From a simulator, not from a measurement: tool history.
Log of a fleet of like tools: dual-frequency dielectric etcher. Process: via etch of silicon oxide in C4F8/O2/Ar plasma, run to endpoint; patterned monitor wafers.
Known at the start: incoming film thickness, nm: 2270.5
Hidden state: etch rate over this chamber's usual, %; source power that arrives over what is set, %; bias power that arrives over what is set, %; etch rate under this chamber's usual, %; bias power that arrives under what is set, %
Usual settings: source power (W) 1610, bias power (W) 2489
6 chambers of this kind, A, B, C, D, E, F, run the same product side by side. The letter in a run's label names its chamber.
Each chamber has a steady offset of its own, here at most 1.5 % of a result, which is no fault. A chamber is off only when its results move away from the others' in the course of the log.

run	hour	source power (W)	bias power (W)	hours since the last wet clean	hours since the last source power generator calibration	hours since the last bias power generator calibration	endpoint time (s)
1B	6.7	1610	2489	402.7	684.6	2111.2	454.43
2A	13.6	1610	2489	143	58.2	3366.5	456.39
3E	19.5	1610	2489	190.4	2834.2	3323.3	453.25
# hour 26.1: chamber F: wet clean of the chamber
4D	29.6	1610	2489	35.6	1144.3	1936.4	457.26
# hour 31.7: chamber C: wet clean of the chamber
5F	36.7	1610	2489	10.6	1333.1	2325	456.92
6C	45.5	1610	2489	13.9	547.8	1848.9	452.1
7A	53.5	1610	2489	182.9	98.1	3406.4	453.86
8D	64.4	1610	2489	70.4	1179.1	1971.2	457
9C	71.1	1610	2489	39.5	573.4	1874.5	455
10F	76.7	1610	2489	50.6	1373.1	2365	458.92
11E	83.5	1610	2489	254.4	2898.2	3387.3	451.68
# hour 85.8: chamber A: bias power generator calibrated
12B	90	1610	2489	486	767.9	2194.5	454.79
# hour 96: chamber E: bias power generator calibrated
13A	98.8	1610	2489	228.2	143.4	13.1	452.66
14E	108.9	1260	2256	279.8	2923.6	12.9	510.12
# hour 113.8: chamber B: wet clean of the chamber
15F	116	1260	2256	89.9	1412.4	2404.3	524.14
16B	120.8	1260	2256	7.1	798.7	2225.3	516.66
17C	128.5	1260	2256	96.9	630.8	1931.9	514.17
18D	133.9	1260	2256	139.9	1248.6	2040.7	520.27
19C	144.2	1260	2256	112.6	646.5	1947.6	515.2
20A	149.7	1610	2004	279.1	194.3	64	485.39
21E	160.7	1610	2004	331.6	2975.4	64.7	485.67
22D	171	1610	2004	177	1285.7	2077.8	492.19
23F	179.7	1610	2004	153.6	1476.1	2468	488.98
24B	189.2	1610	2004	75.5	867.1	2293.7	487.6
25E	196.7	1610	2004	367.6	3011.4	100.7	489.02
26D	207.5	1610	2489	213.5	1322.2	2114.3	455.06
27C	218.3	1610	2489	186.7	720.6	2021.7	449.44
28A	228.5	1360	1889	357.9	273.1	142.8	526.03
29F	238.3	1360	1889	212.2	1534.7	2526.6	537.83
30B	243.3	1360	1889	129.6	921.2	2347.8	523.79
31F	250.8	1360	1889	224.7	1547.2	2539.1	528.79
32B	256.1	1360	1889	142.4	934	2360.6	524.98
33C	262.1	1360	1889	230.5	764.4	2065.5	524.5
34D	272.3	1610	2489	278.3	1387	2179.1	456.37
35A	280.5	1610	2164	409.9	325.1	194.8	472.58
36E	285.6	1610	2164	456.5	3100.3	189.6	488.29
37E	293.1	1610	2164	464	3107.8	197.1	487.26
38D	298.3	1610	2164	304.3	1413	2205.1	476.8
39F	304.7	1610	2164	278.6	1601.1	2593	480.05
40A	313	1610	2164	442.4	357.6	227.3	472.25
41B	320	1610	2489	206.3	997.9	2424.5	451.4
42C	330.8	1610	2489	299.2	833.1	2134.2	449.91
43B	337.8	1610	2489	224.1	1015.7	2442.3	458.59
44F	348.2	1610	2489	322.1	1644.6	2636.5	463.69

What goes on in this fleet: one chamber off, a drifting gauge, or nothing beyond the chambers' own small offsets? Name the chamber and the cause, if any.

Chamber E drifts away from the others.
Cause: etch rate under this chamber's usual, % = 4.94.

Here are 4 candidates for chamber E's next run, each the usual settings with a change, their results left as question marks. Which one brings its results back in line with what the others give on the usual settings?
In line means no further than this from the other chambers' mean on the usual settings: endpoint time (s) 7.1
45E-1	356.1	1440	2489				?
45E-2	356.1	1580	2449				?
45E-3	356.1	1660	2489				?
45E-4	356.1	1710	2614				?

The other chambers' mean on the usual settings: endpoint time (s) 455.89
run	endpoint time (s)
45E-1	497.11
45E-2	481.4
45E-3	469.68
45E-4	457.27
45E-4 brings the chamber back in line.
